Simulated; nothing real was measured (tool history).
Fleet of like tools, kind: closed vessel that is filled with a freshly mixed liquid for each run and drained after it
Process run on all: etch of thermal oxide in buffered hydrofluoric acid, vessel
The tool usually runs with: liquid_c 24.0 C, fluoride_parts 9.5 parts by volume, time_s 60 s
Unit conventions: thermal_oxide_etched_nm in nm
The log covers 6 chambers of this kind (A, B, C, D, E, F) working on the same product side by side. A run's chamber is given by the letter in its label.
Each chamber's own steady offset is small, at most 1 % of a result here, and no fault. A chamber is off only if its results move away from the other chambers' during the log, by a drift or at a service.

run   hour  liquid_c  fluoride_parts  time_s  hours since the thermometer was replaced  hours since the hydrofluoric acid flow meter was replaced  read-back film thickness of the thermal oxide reference wafer, read on the same gauge (nm)  thermal_oxide_etched_nm
 1F    7.3      24.0             9.5      60                                    1036.0                                                      248.2                                                                                      130.02                   71.286
 2A   12.8      24.0             9.5      60                                     365.4                                                      183.7                                                                                      130.03                   71.675
 3C   18.3      24.0             9.5      60                                    1229.0                                                      493.7                                                                                      130.05                   72.992
 4E   27.9      24.0             9.5      60                                    1587.5                                                      377.8                                                                                      130.01                   72.449
 5B   33.4      24.0             9.5      60                                     572.5                                                     1855.8                                                                                      130.02                   71.973
 6D   42.9      24.0             9.5      60                                    1106.7                                                      125.6                                                                                      129.99                   71.849
 7A   48.7      24.0             9.5      60                                     401.3                                                      219.6                                                                                      129.99                   70.236
 8B   55.3      24.0             9.5      60                                     594.4                                                     1877.7                                                                                      130.00                   71.321
      57.5  -- chamber C: hydrofluoric acid flow meter replaced
 9E   63.3      21.5             8.0      60                                    1622.9                                                      413.2                                                                                      129.96                   72.208
10C   68.8      21.5             8.0      60                                    1279.5                                                       11.3                                                                                      130.04                   74.844
11F   78.6      21.5             8.0      60                                    1107.3                                                      319.5                                                                                      129.99                   73.374
12D   85.8      21.5             8.0      60                                    1149.6                                                      168.5                                                                                      130.01                   74.557
13E   94.1      21.5             8.0      60                                    1653.7                                                      444.0                                                                                      129.97                   73.520
14C   98.7      21.5             8.0      60                                    1309.4                                                       41.2                                                                                      130.00                   74.123
15B  108.4      26.5             9.5      60                                     647.5                                                     1930.8                                                                                      130.02                   82.285
     112.2  -- chamber C: thermometer replaced
16F  116.7      26.5             9.5      60                                    1145.4                                                      357.6                                                                                      130.00                   82.270
17D  124.6      26.5             9.5      60                                    1188.4                                                      207.3                                                                                      130.00                   82.718
18A  134.1      26.5             9.5      60                                     486.7                                                      305.0                                                                                      129.99                   82.395
19E  143.2      26.5             9.5      60                                    1702.8                                                      493.1                                                                                      130.00                   81.890
20A  148.9      26.5             9.5      60                                     501.5                                                      319.8                                                                                      129.95                   81.295
21B  154.8      24.0             9.5      60                                     693.9                                                     1977.2                                                                                      130.01                   71.900
22D  160.7      24.0             9.5      60                                    1224.5                                                      243.4                                                                                      130.00                   73.173
23F  167.0      24.0             9.5      60                                    1195.7                                                      407.9                                                                                      130.06                   72.427
24C  173.9      24.0             9.5      60                                      61.8                                                      116.4                                                                                      130.02                   72.366
25E  182.4      24.0             9.5      40                                    1742.0                                                      532.3                                                                                      129.97                   47.560
26D  187.7      24.0             9.5      40                                    1251.5                                                      270.4                                                                                      130.04                   47.901
27C  192.5      24.0             9.5      40                                      80.4                                                      135.0                                                                                      129.99                   48.184
28B  199.8      24.0             9.5      40                                     738.9                                                     2022.2                                                                                      130.00                   50.540
29A  204.5      24.0             9.5      40                                     557.1                                                      375.4                                                                                      130.02                   46.931
30F  213.8      24.0             9.5      40                                    1242.5                                                      454.7                                                                                      130.01                   47.514
31E  220.8      24.0             9.5      60                                    1780.4                                                      570.7                                                                                      130.04                   70.605
32B  225.4      24.0             9.5      60                                     764.5                                                     2047.8                                                                                      130.00                   76.112
33C  235.0      24.0             9.5      60                                     122.9                                                      177.5                                                                                      130.01                   71.977
     237.3  -- chamber E: thermometer replaced
34D  244.9      24.0             9.5      60                                    1308.7                                                      327.6                                                                                      129.98                   72.008
35F  254.2      24.0             9.5      60                                    1282.9                                                      495.1                                                                                      129.98                   72.595
36A  262.5      24.0             9.5      60                                     615.1                                                      433.4                                                                                      129.99                   70.961
37A  268.9      26.5             9.5      60                                     621.5                                                      439.8                                                                                      130.01                   82.520
     274.2  -- chamber B: hydrofluoric acid flow meter replaced
38C  276.6      26.5             9.5      60                                     164.5                                                      219.1                                                                                      130.02                   82.195
39E  282.2      26.5             9.5      60                                      45.0                                                      632.1                                                                                      129.97                   82.244
40B  287.1      26.5             9.5      60                                     826.2                                                       13.0                                                                                      130.05                   91.565
41F  296.5      26.5             9.5      60                                    1325.2                                                      537.4                                                                                      129.99                   83.660
42D  304.6      26.5             9.5      60                                    1368.4                                                      387.3                                                                                      130.03                   82.605
43E  310.7      24.0             9.5      60                                      73.5                                                      660.6                                                                                      129.99                   70.904

Has any chamber moved away from the others, gradually or after a service, or does the common gauge drift, or do the chambers differ only by their own small steady offsets? State the chamber and the most likely cause if one applies.

Little by little, chamber B moves away from the other chambers.
Likeliest cause: liquid hotter than its thermometer reads (K) = 2.11.

Below are 4 candidate recipes for chamber B's next run, each the usual settings with a change, their results shown as question marks. Which of them brings B's results back in line with what the other chambers give on the usual settings?
Allowed miss from the other chambers' usual-settings mean, per result, to count as in line: thermal_oxide_etched_nm 2.200 nm
44B-1  317.7      23.5             9.5      55                                                                                                                                                                                                                         ?
44B-2  317.7      24.0            12.5      60                                                                                                                                                                                                                         ?
44B-3  317.7      24.5             8.5      60                                                                                                                                                                                                                         ?
44B-4  317.7      24.0             8.5      70                                                                                                                                                                                                                         ?

What the other chambers average on the usual settings: thermal_oxide_etched_nm 71.970 nm
  run  thermal_oxide_etched_nm
44B-1                   72.048
44B-2                   63.076
44B-3                   91.201
44B-4                  103.530
44B-1 brings the chamber back in line.
